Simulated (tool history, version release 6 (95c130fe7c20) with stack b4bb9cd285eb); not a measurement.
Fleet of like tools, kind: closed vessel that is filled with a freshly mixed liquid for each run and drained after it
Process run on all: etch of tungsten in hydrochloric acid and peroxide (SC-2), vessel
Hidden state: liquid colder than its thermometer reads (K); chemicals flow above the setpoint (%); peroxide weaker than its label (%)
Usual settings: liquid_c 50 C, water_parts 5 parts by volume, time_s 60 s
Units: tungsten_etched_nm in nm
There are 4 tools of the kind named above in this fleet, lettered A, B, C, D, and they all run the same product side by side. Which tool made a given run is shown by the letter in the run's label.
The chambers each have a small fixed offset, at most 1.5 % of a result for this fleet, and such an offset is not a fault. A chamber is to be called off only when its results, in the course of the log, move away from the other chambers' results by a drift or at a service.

| run | hour | liquid_c | water_parts | time_s | hours since the thermometer was replaced | hours since the chemicals flow meter was replaced | hours since the drum of peroxide was connected | read-back film thickness of the tungsten reference wafer, read on the same gauge (nm) | tungsten_etched_nm |
|---|---|---|---|---|---|---|---|---|---|
| 1D | 10 | 50 | 5 | 60 | 500.5 | 1650.9 | 177.3 | 40.01 | 12.791 |
| 2B | 15.6 | 50 | 5 | 60 | 423.7 | 631.6 | 522.2 | 40.006 | 12.621 |
| 3C | 21.6 | 50 | 5 | 60 | 730.7 | 606.9 | 123.4 | 40.004 | 12.668 |
| 4A | 28.7 | 50 | 5 | 60 | 1332.9 | 596.1 | 379.2 | 40 | 12.807 |
| 5C | 35.4 | 50 | 5 | 60 | 744.5 | 620.7 | 137.2 | 40.011 | 12.588 |
| 6D | 44.8 | 50 | 5 | 60 | 535.3 | 1685.7 | 212.1 | 39.989 | 12.813 |
| 7B | 51.4 | 50 | 5 | 60 | 459.5 | 667.4 | 558 | 39.984 | 12.682 |
|  | 57.5 | chamber B: new drum of peroxide connected |
| 8A | 57.6 | 50 | 5 | 60 | 1361.8 | 625 | 408.1 | 39.997 | 12.819 |
| 9B | 63.8 | 50 | 5 | 60 | 471.9 | 679.8 | 6.3 | 40.002 | 12.719 |
| 10D | 70.6 | 56.5 | 5 | 60 | 561.1 | 1711.5 | 237.9 | 39.987 | 19.642 |
| 11A | 76.4 | 56.5 | 5 | 60 | 1380.6 | 643.8 | 426.9 | 40.014 | 19.82 |
| 12C | 83.6 | 56.5 | 5 | 60 | 792.7 | 668.9 | 185.4 | 39.996 | 19.502 |
|  | 87.7 | chamber A: new drum of peroxide connected |
| 13C | 91.2 | 56.5 | 5 | 60 | 800.3 | 676.5 | 193 | 39.999 | 19.467 |
| 14A | 100.6 | 50 | 5 | 60 | 1404.8 | 668 | 13 | 39.992 | 12.797 |
|  | 108 | chamber D: chemicals flow meter replaced |
| 15B | 109 | 50 | 5 | 60 | 517.1 | 725 | 51.5 | 40.008 | 12.735 |
| 16D | 118.6 | 54.5 | 5 | 60 | 609.1 | 10.7 | 285.9 | 39.996 | 17.205 |
| 17C | 126.7 | 54.5 | 5 | 60 | 835.8 | 712 | 228.5 | 39.974 | 16.985 |
| 18B | 136.3 | 54.5 | 5 | 60 | 544.4 | 752.3 | 78.8 | 40.004 | 17.04 |
| 19D | 142.4 | 54.5 | 5 | 60 | 632.9 | 34.5 | 309.7 | 40.005 | 17.229 |
| 20A | 148.9 | 50 | 5 | 60 | 1453.1 | 716.3 | 61.3 | 39.999 | 12.787 |
| 21D | 157.4 | 50 | 5 | 60 | 647.9 | 49.5 | 324.7 | 39.984 | 12.703 |
| 22A | 163.3 | 50 | 5 | 60 | 1467.5 | 730.7 | 75.7 | 40.02 | 12.796 |
| 23B | 169.1 | 50 | 5 | 60 | 577.2 | 785.1 | 111.6 | 39.999 | 12.667 |
| 24C | 176.3 | 50 | 5 | 60 | 885.4 | 761.6 | 278.1 | 40.008 | 12.557 |
| 25D | 182.4 | 50 | 5 | 60 | 672.9 | 74.5 | 349.7 | 40.01 | 12.721 |
| 26A | 188.8 | 50 | 5 | 60 | 1493 | 756.2 | 101.2 | 40.004 | 12.806 |
| 27C | 199.1 | 50 | 5 | 60 | 908.2 | 784.4 | 300.9 | 39.983 | 12.595 |
| 28B | 207.3 | 54.5 | 6.5 | 60 | 615.4 | 823.3 | 149.8 | 39.997 | 13.996 |
| 29A | 216.1 | 54.5 | 6.5 | 60 | 1520.3 | 783.5 | 128.5 | 39.985 | 14.202 |
| 30C | 222.8 | 54.5 | 6.5 | 60 | 931.9 | 808.1 | 324.6 | 40.01 | 14.061 |
| 31B | 227.4 | 54.5 | 6.5 | 60 | 635.5 | 843.4 | 169.9 | 40.003 | 14.06 |
| 32D | 236.2 | 50 | 5 | 60 | 726.7 | 128.3 | 403.5 | 40.016 | 12.752 |
| 33A | 243.7 | 41 | 5 | 35 | 1547.9 | 811.1 | 156.1 | 40.005 | 3.9844 |
| 34C | 250.8 | 41 | 5 | 35 | 959.9 | 836.1 | 352.6 | 40.005 | 3.931 |
| 35B | 255.6 | 41 | 5 | 35 | 663.7 | 871.6 | 198.1 | 40 | 4.0004 |

Next, every chamber runs the same settings. What will each give?
| 36A | 263.1 | 50 | 5 | 30 |  |  |  |  | ? |
| 36B | 263.1 | 50 | 5 | 30 |  |  |  |  | ? |
| 36C | 263.1 | 50 | 5 | 30 |  |  |  |  | ? |
| 36D | 263.1 | 50 | 5 | 30 |  |  |  |  | ? |

| run | tungsten_etched_nm |
|---|---|
| 36A | 6.3752 |
| 36B | 6.313 |
| 36C | 6.3484 |
| 36D | 6.3882 |
